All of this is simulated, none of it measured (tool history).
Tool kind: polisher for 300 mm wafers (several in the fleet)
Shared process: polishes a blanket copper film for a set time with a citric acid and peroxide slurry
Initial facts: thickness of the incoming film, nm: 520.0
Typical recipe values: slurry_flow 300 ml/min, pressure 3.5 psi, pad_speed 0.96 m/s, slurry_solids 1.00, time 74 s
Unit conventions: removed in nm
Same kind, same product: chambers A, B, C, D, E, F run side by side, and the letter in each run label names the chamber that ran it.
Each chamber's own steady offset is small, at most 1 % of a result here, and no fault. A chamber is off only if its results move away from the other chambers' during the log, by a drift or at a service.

run,hour,slurry_flow,pressure,pad_speed,slurry_solids,time,removed
# hour 6.3: chamber F: slurry nozzle cleaned
1F,7.2,300,3.5,0.96,1.00,74,177.83
2E,14.8,300,3.5,0.96,1.00,74,173.31
3A,20.2,300,3.5,0.96,1.00,74,178.45
# hour 24.5: chamber D: slurry blender recalibrated
4C,26.0,300,3.5,0.96,1.00,74,177.13
# hour 26.6: chamber D: worn pad replaced by a new one
# hour 31.7: chamber F: worn pad replaced by a new one
5B,32.5,300,3.5,0.96,1.00,74,175.64
6D,40.4,300,3.5,0.96,1.00,74,182.16
# hour 41.0: chamber E: slurry blender recalibrated
7F,45.1,300,3.5,0.96,1.00,74,178.67
8A,50.6,300,3.5,0.96,1.00,74,180.00
# hour 53.8: chamber B: worn pad replaced by a new one
9D,58.8,300,3.5,0.96,1.00,74,177.77
10C,66.8,300,3.5,0.74,1.00,74,136.41
11E,72.3,300,3.5,0.74,1.00,74,140.17
12B,77.6,300,3.5,0.74,1.00,74,136.73
# hour 83.7: chamber B: slurry blender recalibrated
13A,84.0,300,3.5,0.74,1.00,74,139.99
# hour 89.4: chamber D: slurry nozzle cleaned
14B,89.4,300,3.5,0.74,1.00,74,136.92
15D,94.8,300,3.5,0.74,1.00,74,136.09
16E,100.8,300,3.5,0.96,1.00,74,175.94
# hour 103.1: chamber A: worn pad replaced by a new one
17C,104.9,300,3.5,0.96,1.00,74,173.86
# hour 106.4: chamber A: slurry blender recalibrated
# hour 110.5: chamber F: slurry blender recalibrated
# hour 110.9: chamber D: worn pad replaced by a new one
18F,112.3,300,3.5,0.96,1.00,74,179.34
# hour 113.0: chamber E: slurry nozzle cleaned
19D,121.0,300,3.5,0.96,1.00,74,179.04
20F,126.1,300,3.5,0.96,1.00,74,178.07
# hour 127.9: chamber C: head pressure recalibrated
21B,130.8,300,3.5,0.96,1.00,74,175.46
22E,139.1,300,3.5,0.96,1.00,74,176.13
# hour 143.5: chamber B: worn pad replaced by a new one
23C,144.2,300,3.5,0.96,1.00,74,154.67
24A,149.1,300,3.5,0.96,1.00,74,180.48
# hour 151.1: chamber C: worn pad replaced by a new one
25E,154.8,300,3.5,0.96,1.00,74,177.97
26C,159.9,300,3.5,0.96,1.00,74,156.38
27B,168.0,300,3.5,0.96,1.00,74,176.17
28D,172.0,300,3.5,0.96,1.00,74,180.66
29F,178.8,300,3.5,0.96,1.00,74,181.33
# hour 183.6: chamber C: slurry blender recalibrated
# hour 185.7: chamber E: worn pad replaced by a new one
30A,185.7,300,3.5,0.96,1.00,74,179.59
31A,192.3,300,3.5,0.74,0.80,74,130.85
# hour 192.6: chamber D: worn pad replaced by a new one
32E,200.4,300,3.5,0.74,0.80,74,128.83
33D,206.3,300,3.5,0.74,0.80,74,133.63
34F,213.8,300,3.5,0.74,0.80,74,132.86
35B,217.8,300,3.5,0.74,0.80,74,131.21
# hour 219.7: chamber A: worn pad replaced by a new one
36C,223.8,300,3.5,0.74,0.80,74,112.83
# hour 226.3: chamber F: worn pad replaced by a new one
37A,227.8,300,3.5,1.08,1.15,74,206.71
38E,231.7,300,3.5,1.08,1.15,74,203.33
# hour 232.4: chamber B: worn pad replaced by a new one
39F,236.3,300,3.5,1.08,1.15,74,207.80
40B,241.8,300,3.5,1.08,1.15,74,205.42
41D,248.4,300,3.5,1.08,1.15,74,204.86
42C,253.9,300,3.5,1.08,1.15,74,182.44
43B,258.2,400,3.5,0.96,1.00,74,178.59
44C,263.8,400,3.5,0.96,1.00,74,159.14

Predict what each chamber gives when all 6 of them run the settings below next.
45A,270.2,300,3.5,0.96,1.00,74,?
45B,270.2,300,3.5,0.96,1.00,74,?
45C,270.2,300,3.5,0.96,1.00,74,?
45D,270.2,300,3.5,0.96,1.00,74,?
45E,270.2,300,3.5,0.96,1.00,74,?
45F,270.2,300,3.5,0.96,1.00,74,?

run,removed
45A,178.84
45B,177.68
45C,154.85
45D,177.87
45E,173.95
45F,179.00

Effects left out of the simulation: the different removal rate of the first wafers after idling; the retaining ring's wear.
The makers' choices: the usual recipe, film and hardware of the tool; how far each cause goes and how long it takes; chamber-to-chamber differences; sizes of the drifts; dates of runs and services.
